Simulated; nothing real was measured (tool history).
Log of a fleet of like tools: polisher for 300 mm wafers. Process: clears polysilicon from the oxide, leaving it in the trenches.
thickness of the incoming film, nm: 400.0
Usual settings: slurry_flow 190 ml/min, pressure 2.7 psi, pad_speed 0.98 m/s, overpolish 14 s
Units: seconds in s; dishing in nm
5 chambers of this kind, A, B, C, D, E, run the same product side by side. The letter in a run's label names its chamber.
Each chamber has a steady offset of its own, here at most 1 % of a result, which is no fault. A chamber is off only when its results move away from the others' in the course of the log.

run,day,slurry_flow,pressure,pad_speed,overpolish,seconds,dishing
1E,0.229,190,2.7,0.98,14,31.792,44.879
2C,0.446,190,2.7,0.98,14,32.746,44.188
3B,0.608,190,2.7,0.98,14,32.195,43.476
# day 0.675: chamber B: worn pad replaced by a new one
4A,0.825,190,2.7,0.98,14,32.345,42.404
5D,1.133,190,2.7,0.98,14,31.907,43.088
6D,1.475,190,2.7,0.98,14,32.384,43.539
7E,1.675,190,3.5,0.98,22,24.618,44.674
8C,1.921,190,3.5,0.98,22,25.179,44.395
9B,2.092,190,3.5,0.98,22,24.762,44.194
# day 2.158: chamber C: worn pad replaced by a new one
10A,2.454,190,3.5,0.98,22,24.822,45.212
# day 2.612: chamber D: slurry nozzle cleaned
11B,2.796,190,3.5,0.98,22,24.726,44.243
# day 2.875: chamber A: worn pad replaced by a new one
12A,3.154,190,2.7,0.98,14,32.253,41.717
# day 3.229: chamber E: worn pad replaced by a new one
# day 3.317: chamber D: worn pad replaced by a new one
13C,3.517,135,2.7,0.98,14,34.607,43.194
14D,3.829,135,2.7,0.98,14,33.908,42.411
15E,4.071,135,2.7,0.98,14,33.575,43.151
16D,4.296,135,2.7,0.98,14,34.388,42.971
17A,4.562,135,2.7,0.98,14,34.021,43.108
18B,4.746,190,2.7,0.98,14,32.547,42.538
# day 4.996: chamber B: worn pad replaced by a new one
19E,5.025,245,2.7,0.98,9,30.708,40.674
20C,5.233,245,2.7,0.98,9,31.632,41.667
21C,5.558,245,2.7,0.98,9,31.552,41.171
22A,5.742,245,2.7,0.98,9,31.828,38.716
23B,5.908,245,2.7,0.98,9,31.883,40.147
24D,6.142,190,2.7,0.98,14,31.923,43.664
25E,6.358,190,2.7,0.98,14,31.837,42.845
26B,6.579,190,2.7,0.98,14,33.537,43.987
27A,6.783,190,2.7,0.98,7,32.763,38.249
28D,7.021,190,2.7,0.98,7,32.857,38.564
29C,7.221,190,2.7,0.98,7,32.376,38.047
30E,7.417,190,2.7,0.98,7,31.708,38.740
31E,7.575,190,2.7,0.98,7,31.265,38.239
32D,7.750,230,2.7,0.98,14,31.424,43.774
# day 7.954: chamber A: worn pad replaced by a new one
33A,8.088,230,2.7,0.98,14,31.935,43.085
34C,8.283,230,2.7,0.98,14,31.331,46.105
35B,8.479,230,2.7,0.98,14,33.713,44.226
36C,8.679,230,2.7,0.98,14,31.672,45.566

Next, every chamber runs the same settings. What will each give?
37A,8.938,190,2.7,0.98,14,?,?
37B,8.938,190,2.7,0.98,14,?,?
37C,8.938,190,2.7,0.98,14,?,?
37D,8.938,190,2.7,0.98,14,?,?
37E,8.938,190,2.7,0.98,14,?,?

run,seconds,dishing
37A,32.212,45.300
37B,34.523,43.691
37C,32.758,44.719
37D,32.579,45.742
37E,31.920,44.677

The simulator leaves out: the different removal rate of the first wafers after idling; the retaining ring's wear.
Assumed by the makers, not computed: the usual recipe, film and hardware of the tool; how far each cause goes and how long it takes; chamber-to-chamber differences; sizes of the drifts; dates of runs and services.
